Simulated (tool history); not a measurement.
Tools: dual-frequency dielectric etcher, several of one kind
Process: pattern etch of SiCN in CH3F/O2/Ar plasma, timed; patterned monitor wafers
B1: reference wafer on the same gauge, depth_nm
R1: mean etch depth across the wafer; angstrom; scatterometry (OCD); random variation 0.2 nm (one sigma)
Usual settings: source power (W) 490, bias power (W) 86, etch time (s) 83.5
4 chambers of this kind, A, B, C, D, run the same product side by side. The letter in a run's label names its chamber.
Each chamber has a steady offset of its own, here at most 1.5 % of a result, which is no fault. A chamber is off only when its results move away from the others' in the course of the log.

{"run": "1C", "hour": 9.4, "source power (W)": 490, "bias power (W)": 86, "etch time (s)": 83.5, "B1": 40.62, "R1": 366.79}
{"run": "2D", "hour": 17.4, "source power (W)": 490, "bias power (W)": 86, "etch time (s)": 83.5, "B1": 40.635, "R1": 367.11}
{"run": "3B", "hour": 26.3, "source power (W)": 490, "bias power (W)": 86, "etch time (s)": 83.5, "B1": 40.514, "R1": 361.67}
{"run": "4A", "hour": 34.1, "source power (W)": 490, "bias power (W)": 86, "etch time (s)": 83.5, "B1": 40.614, "R1": 355.7}
{"run": "5A", "hour": 43.1, "source power (W)": 490, "bias power (W)": 86, "etch time (s)": 83.5, "B1": 40.577, "R1": 357.83}
{"run": "6B", "hour": 52.8, "source power (W)": 490, "bias power (W)": 86, "etch time (s)": 83.5, "B1": 40.561, "R1": 358.14}
{"hour": 53.8, "done": "chamber D: source power generator calibrated"}
{"run": "7C", "hour": 59.1, "source power (W)": 490, "bias power (W)": 86, "etch time (s)": 83.5, "B1": 40.569, "R1": 367.67}
{"run": "8D", "hour": 70.1, "source power (W)": 490, "bias power (W)": 86, "etch time (s)": 83.5, "B1": 40.654, "R1": 361.93}
{"run": "9B", "hour": 78.8, "source power (W)": 490, "bias power (W)": 86, "etch time (s)": 83.5, "B1": 40.641, "R1": 358.6}
{"run": "10A", "hour": 86.8, "source power (W)": 490, "bias power (W)": 86, "etch time (s)": 83.5, "B1": 40.586, "R1": 359.99}
{"run": "11D", "hour": 95.2, "source power (W)": 490, "bias power (W)": 86, "etch time (s)": 83.5, "B1": 40.587, "R1": 360.22}
{"run": "12C", "hour": 105.2, "source power (W)": 490, "bias power (W)": 86, "etch time (s)": 83.5, "B1": 40.585, "R1": 364.1}
{"run": "13A", "hour": 112.8, "source power (W)": 610, "bias power (W)": 86, "etch time (s)": 106.5, "B1": 40.596, "R1": 489.41}
{"run": "14D", "hour": 122.9, "source power (W)": 610, "bias power (W)": 86, "etch time (s)": 106.5, "B1": 40.541, "R1": 502.83}
{"run": "15C", "hour": 135.1, "source power (W)": 610, "bias power (W)": 86, "etch time (s)": 106.5, "B1": 40.587, "R1": 506.23}
{"run": "16B", "hour": 141.8, "source power (W)": 610, "bias power (W)": 86, "etch time (s)": 106.5, "B1": 40.651, "R1": 496.77}
{"run": "17C", "hour": 153.8, "source power (W)": 490, "bias power (W)": 86, "etch time (s)": 83.5, "B1": 40.658, "R1": 365.04}
{"run": "18D", "hour": 162.2, "source power (W)": 490, "bias power (W)": 86, "etch time (s)": 83.5, "B1": 40.629, "R1": 367.44}
{"run": "19A", "hour": 174.6, "source power (W)": 490, "bias power (W)": 86, "etch time (s)": 83.5, "B1": 40.612, "R1": 355.19}
{"run": "20B", "hour": 182.4, "source power (W)": 490, "bias power (W)": 86, "etch time (s)": 83.5, "B1": 40.64, "R1": 357.48}
{"run": "21D", "hour": 189.7, "source power (W)": 490, "bias power (W)": 86, "etch time (s)": 83.5, "B1": 40.613, "R1": 366.95}
{"run": "22C", "hour": 198.3, "source power (W)": 590, "bias power (W)": 86, "etch time (s)": 67, "B1": 40.597, "R1": 316.76}
{"run": "23A", "hour": 205.8, "source power (W)": 590, "bias power (W)": 86, "etch time (s)": 67, "B1": 40.572, "R1": 306.87}
{"run": "24B", "hour": 214.0, "source power (W)": 590, "bias power (W)": 86, "etch time (s)": 67, "B1": 40.572, "R1": 311.64}
{"hour": 215.3, "done": "chamber C: wet clean of the chamber"}
{"run": "25A", "hour": 225.4, "source power (W)": 590, "bias power (W)": 86, "etch time (s)": 67, "B1": 40.64, "R1": 310.24}
{"run": "26D", "hour": 232.6, "source power (W)": 490, "bias power (W)": 78, "etch time (s)": 83.5, "B1": 40.609, "R1": 352.3}
{"run": "27C", "hour": 238.4, "source power (W)": 490, "bias power (W)": 78, "etch time (s)": 83.5, "B1": 40.566, "R1": 348.35}
{"run": "28B", "hour": 245.3, "source power (W)": 490, "bias power (W)": 78, "etch time (s)": 83.5, "B1": 40.585, "R1": 350.06}
{"run": "29C", "hour": 253.1, "source power (W)": 490, "bias power (W)": 78, "etch time (s)": 83.5, "B1": 40.623, "R1": 351.04}
{"run": "30D", "hour": 260.7, "source power (W)": 490, "bias power (W)": 86, "etch time (s)": 83.5, "B1": 40.628, "R1": 360.96}
{"run": "31A", "hour": 271.5, "source power (W)": 490, "bias power (W)": 86, "etch time (s)": 63.5, "B1": 40.594, "R1": 270.29}
{"hour": 280.1, "done": "chamber C: bias power generator calibrated"}
{"run": "32B", "hour": 283.3, "source power (W)": 490, "bias power (W)": 86, "etch time (s)": 63.5, "B1": 40.617, "R1": 274.66}
{"run": "33D", "hour": 290.6, "source power (W)": 490, "bias power (W)": 86, "etch time (s)": 63.5, "B1": 40.635, "R1": 276.77}
{"run": "34C", "hour": 297.0, "source power (W)": 490, "bias power (W)": 86, "etch time (s)": 63.5, "B1": 40.591, "R1": 276.09}
{"hour": 298.9, "done": "chamber D: wet clean of the chamber"}
{"run": "35B", "hour": 307.0, "source power (W)": 490, "bias power (W)": 86, "etch time (s)": 83.5, "B1": 40.646, "R1": 360.59}
{"run": "36A", "hour": 317.4, "source power (W)": 490, "bias power (W)": 86, "etch time (s)": 83.5, "B1": 40.56, "R1": 361.69}
{"run": "37B", "hour": 328.5, "source power (W)": 490, "bias power (W)": 86, "etch time (s)": 83.5, "B1": 40.62, "R1": 360.86}
{"run": "38D", "hour": 334.5, "source power (W)": 490, "bias power (W)": 86, "etch time (s)": 83.5, "B1": 40.657, "R1": 363.46}
{"hour": 334.7, "done": "chamber B: wet clean of the chamber"}
{"run": "39C", "hour": 344.5, "source power (W)": 490, "bias power (W)": 86, "etch time (s)": 83.5, "B1": 40.566, "R1": 363.03}
{"run": "40A", "hour": 353.1, "source power (W)": 490, "bias power (W)": 86, "etch time (s)": 83.5, "B1": 40.644, "R1": 358.33}
{"run": "41B", "hour": 364.5, "source power (W)": 490, "bias power (W)": 77, "etch time (s)": 100.5, "B1": 40.636, "R1": 419.68}
{"run": "42A", "hour": 372.2, "source power (W)": 490, "bias power (W)": 77, "etch time (s)": 100.5, "B1": 40.628, "R1": 417.01}

All 4 chambers run these settings next. Forecast each chamber's results:
{"run": "43A", "hour": 381.1, "source power (W)": 490, "bias power (W)": 86, "etch time (s)": 83.5, "R1": "?"}
{"run": "43B", "hour": 381.1, "source power (W)": 490, "bias power (W)": 86, "etch time (s)": 83.5, "R1": "?"}
{"run": "43C", "hour": 381.1, "source power (W)": 490, "bias power (W)": 86, "etch time (s)": 83.5, "R1": "?"}
{"run": "43D", "hour": 381.1, "source power (W)": 490, "bias power (W)": 86, "etch time (s)": 83.5, "R1": "?"}

run=43A R1=354.74
run=43B R1=361.78
run=43C R1=371.54
run=43D R1=368.35
